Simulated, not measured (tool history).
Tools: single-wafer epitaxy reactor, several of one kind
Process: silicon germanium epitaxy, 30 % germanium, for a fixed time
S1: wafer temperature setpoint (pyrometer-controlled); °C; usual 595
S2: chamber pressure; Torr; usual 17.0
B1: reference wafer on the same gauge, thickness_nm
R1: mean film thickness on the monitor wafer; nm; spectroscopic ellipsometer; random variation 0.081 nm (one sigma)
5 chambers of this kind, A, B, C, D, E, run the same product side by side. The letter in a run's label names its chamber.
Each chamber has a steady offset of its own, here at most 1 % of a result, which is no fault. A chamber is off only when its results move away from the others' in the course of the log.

run	hour	S1	S2	B1	R1
1D	6.2	595	17.0	49.872	49.835
2C	11.1	595	17.0	49.885	50.862
3A	17.4	595	17.0	49.866	50.472
4B	21.7	595	17.0	49.852	50.814
5E	28.7	595	17.0	49.858	50.116
6D	35.6	607	19.5	49.851	65.631
7C	41.0	607	19.5	49.834	66.447
8A	45.9	607	19.5	49.825	66.398
9E	50.6	607	19.5	49.803	65.543
10B	56.1	607	19.5	49.807	66.587
11A	59.7	595	17.0	49.809	50.410
# hour 60.8: chamber A: pyrometer calibrated
12E	65.2	595	17.0	49.764	50.082
13B	69.0	595	17.0	49.777	50.830
# hour 73.0: chamber C: capacitance manometer re-zeroed and calibrated
14D	74.0	595	17.0	49.780	49.839
15C	79.8	595	17.0	49.768	50.851
16B	83.8	595	17.0	49.773	50.750
17C	91.3	595	17.0	49.775	50.821
18A	97.7	595	15.4	49.727	48.465
19E	104.6	595	15.4	49.697	48.083
20D	112.7	595	15.4	49.714	47.654
21A	117.8	595	15.4	49.710	48.463
# hour 120.4: chamber D: capacitance manometer re-zeroed and calibrated
22D	124.9	595	15.4	49.687	47.760
23B	130.9	595	17.0	49.672	50.547
24C	136.8	595	17.0	49.668	50.659
25E	144.5	595	17.0	49.660	50.067
26E	151.1	595	17.0	49.642	49.831
27D	155.2	595	17.0	49.623	49.630
28C	161.6	595	15.0	49.619	48.248
29B	166.5	595	15.0	49.612	47.978
30A	174.0	595	15.0	49.588	47.839
31A	181.6	595	15.0	49.606	47.717
32C	188.9	595	15.0	49.583	48.232

All 5 chambers run these settings next. Forecast each chamber's results:
33A	194.7	595	17.0		?
33B	194.7	595	17.0		?
33C	194.7	595	17.0		?
33D	194.7	595	17.0		?
33E	194.7	595	17.0		?

run	R1
33A	50.246
33B	50.525
33C	50.576
33D	49.530
33E	49.789
